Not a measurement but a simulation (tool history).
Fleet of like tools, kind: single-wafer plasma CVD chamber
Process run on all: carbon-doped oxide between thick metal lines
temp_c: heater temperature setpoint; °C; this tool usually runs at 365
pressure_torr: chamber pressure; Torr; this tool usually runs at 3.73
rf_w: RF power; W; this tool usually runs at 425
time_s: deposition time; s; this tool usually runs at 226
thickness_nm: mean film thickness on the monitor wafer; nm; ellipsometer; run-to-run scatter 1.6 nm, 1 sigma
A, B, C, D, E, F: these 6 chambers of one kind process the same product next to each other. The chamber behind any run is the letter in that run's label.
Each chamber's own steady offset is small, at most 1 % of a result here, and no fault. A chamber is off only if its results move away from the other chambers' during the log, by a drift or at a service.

run	day	temp_c	pressure_torr	rf_w	time_s	hours since the last thermocouple change	hours since the last RF generator calibration	hours since the last manometer calibration	read-back reference wafer on the same gauge, thickness_nm	thickness_nm
1D	0.379	365	3.73	425	226	452.4	820.7	896.9	832.78	942.63
2B	0.812	365	3.73	425	226	839	1102.2	3171.5	832.42	947.84
3C	1.121	365	3.73	425	226	448.4	818.4	879.2	832.88	946.26
# day 1.588: chamber B: capacitance manometer re-zeroed and calibrated
4F	1.596	365	3.73	425	226	388	1677.9	905.7	832.41	944.12
5A	2.071	365	3.73	425	226	562.1	1122.5	798.5	831.74	945.84
6E	2.517	365	3.73	425	226	966.7	272.2	1773.5	832.1	944.21
7D	2.825	365	3.73	425	226	511.1	879.4	955.6	831.82	939.01
# day 2.892: chamber A: RF generator calibrated
# day 3.05: chamber B: RF generator calibrated
8B	3.188	365	3.73	425	226	896	3.4	38.5	832.15	949.63
9F	3.483	365	3.73	425	226	433.3	1723.2	951	831.67	940.64
10E	3.792	365	3.73	425	226	997.3	302.8	1804.1	831.2	947.55
11C	4.071	365	3.73	425	226	519.2	889.2	950	831.65	945.29
12A	4.433	365	3.73	425	226	618.8	37.1	855.2	831.49	947.78
13C	4.792	371	3.73	425	226	536.5	906.5	967.3	831	932.64
14B	5.167	371	3.73	425	226	943.5	50.9	86	831.19	938.68
15A	5.475	371	3.73	425	226	643.8	62.1	880.2	830.71	932.85
16D	5.9	371	3.73	425	226	584.9	953.2	1029.4	830.7	927.03
17F	6.358	371	3.73	425	226	502.3	1792.2	1020	830.5	928.69
18E	6.775	371	3.73	425	226	1068.9	374.4	1875.7	830.16	931.05
19F	7.117	365	3.73	425	226	520.5	1810.4	1038.2	830.21	940.5
20C	7.442	365	3.73	425	226	600.1	970.1	1030.9	829.63	946.01
21B	7.733	365	3.22	480	226	1005.1	112.5	147.6	830.09	1011.8
22A	7.95	365	3.22	480	226	703.2	121.5	939.6	829.42	1008.2
23D	8.362	365	3.22	480	226	644	1012.3	1088.5	829.82	1001.1
24E	8.629	365	3.22	480	226	1113.4	418.9	1920.2	829.48	1004.5
25B	9.088	365	3.22	480	226	1037.6	145	180.1	829.02	1008.9
26D	9.483	365	3.22	480	226	670.9	1039.2	1115.4	829.37	1004
27A	9.729	365	3.73	425	226	745.9	164.2	982.3	828.74	948.78
28E	9.946	365	3.73	425	226	1145	450.5	1951.8	828.97	941.03
29C	10.212	365	3.73	425	226	666.6	1036.6	1097.4	829.38	940.99
# day 10.342: chamber F: capacitance manometer re-zeroed and calibrated
30F	10.421	365	3.73	425	226	599.8	1889.7	1.9	828.7	937.65
31D	10.754	365	3.73	425	226	701.4	1069.7	1145.9	828.64	936.98
32A	11.167	365	3.73	425	226	780.4	198.7	1016.8	828.44	943.29
33B	11.583	365	3.73	425	226	1097.5	204.9	240	828.35	944.87
# day 11.75: chamber C: RF generator calibrated
34E	11.925	352	3.73	465	226	1192.5	498	1999.3	828.3	1027.8
35F	12.396	352	3.73	465	226	647.2	1937.1	49.3	828.04	1028.4
36C	12.629	352	3.73	465	226	724.6	21.2	1155.4	827.84	1036
37E	12.871	352	3.73	465	226	1215.2	520.7	2022	827.72	1034.3
38F	13.154	352	3.73	465	226	665.4	1955.3	67.5	827.77	1029.4
39A	13.554	352	3.73	465	226	837.7	256	1074.1	827.59	1034.7
40B	13.929	365	3.73	425	226	1153.8	261.2	296.3	827.66	945.76
41D	14.396	365	3.73	425	226	788.8	1157.1	1233.3	827.14	932.44

Is one chamber out of step, is the gauge drifting, or do the chambers differ by no more than their own small offsets? For an off chamber, give its letter and the likeliest cause.

Every chamber seems to shift together because the gauge that measures them all drifts; the chambers themselves are fine.
Cause: gauge reads low (%) = 0.711.
